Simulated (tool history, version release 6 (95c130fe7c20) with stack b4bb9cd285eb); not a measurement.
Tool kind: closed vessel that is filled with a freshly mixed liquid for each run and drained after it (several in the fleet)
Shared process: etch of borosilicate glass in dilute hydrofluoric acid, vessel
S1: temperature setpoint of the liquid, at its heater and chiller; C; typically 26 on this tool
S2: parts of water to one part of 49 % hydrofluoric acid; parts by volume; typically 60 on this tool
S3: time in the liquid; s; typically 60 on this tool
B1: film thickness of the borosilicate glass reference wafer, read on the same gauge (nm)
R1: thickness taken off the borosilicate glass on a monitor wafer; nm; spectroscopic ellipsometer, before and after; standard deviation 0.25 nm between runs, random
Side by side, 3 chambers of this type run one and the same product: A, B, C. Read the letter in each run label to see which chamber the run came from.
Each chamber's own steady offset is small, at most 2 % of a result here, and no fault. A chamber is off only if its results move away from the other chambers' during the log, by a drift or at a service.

run,hour,S1,S2,S3,B1,R1
1B,12.8,26,60,60,40.018,31.125
2C,25.5,26,60,60,39.978,31.156
3A,35.7,26,60,60,39.988,30.972
4A,45.1,26,60,60,39.994,30.66
5B,57.7,26,60,60,40.012,31.325
6C,68.3,23,60,75,39.996,34.181
7C,76.8,23,60,75,40.03,34
8B,89.6,23,60,75,39.989,34.246
9A,100.4,26,60,60,40.004,31.423
10B,110.3,22.5,60,30,39.98,13.627
11C,119.9,22.5,60,30,40,13.341
12A,130,22.5,60,30,40.007,13.656
13C,140.2,26,60,60,40,31.092
14A,149.9,26,60,60,39.98,30.979
15B,161.8,26,60,60,39.98,31.949
16C,170,28.5,60,45,40.023,25.367
17A,176.6,28.5,60,45,40.039,25.64
18B,185.3,28.5,60,45,40.016,25.891
19A,196.1,26,60,60,40.019,30.909
20C,208.6,26,60,60,39.994,30.928
21B,218,26,60,60,40.012,32.382
22A,229.5,26,60,60,40.016,30.801
# hour 238.2: chamber B: hydrofluoric acid flow meter replaced
23B,242.8,26,60,60,39.969,31.932
24C,256.3,26,60,60,40.008,30.911
25A,263.2,26,60,60,39.998,30.842
26C,276.9,26,60,60,40.026,31.197
27B,285.5,26,60,45,39.955,24.881
28C,291.6,26,60,45,39.945,23.065
29A,304.6,26,60,45,39.978,22.861
30B,314.2,26,60,60,40.031,33.09
31C,323.1,26,60,60,39.972,30.725
32A,332,26,60,60,39.992,31.168
33B,343.8,26,60,60,39.984,33.285
34B,355.3,26,60,60,40.049,33.176
35A,361.9,26,60,60,39.983,30.835
36C,374.5,26,35,60,39.952,55.235
# hour 385.1: chamber C: thermometer replaced
37A,386.5,26,35,60,39.962,55.244
38C,395.9,26,35,60,40.002,54.666
39B,409.4,26,60,60,39.953,33.567
40B,418.9,26,60,60,40.007,33.039

All 3 chambers run these settings next. Forecast each chamber's results:
41A,428.7,24,60,60,,?
41B,428.7,24,60,60,,?
41C,428.7,24,60,60,,?

run,R1
41A,28.334
41B,31.232
41C,28.504
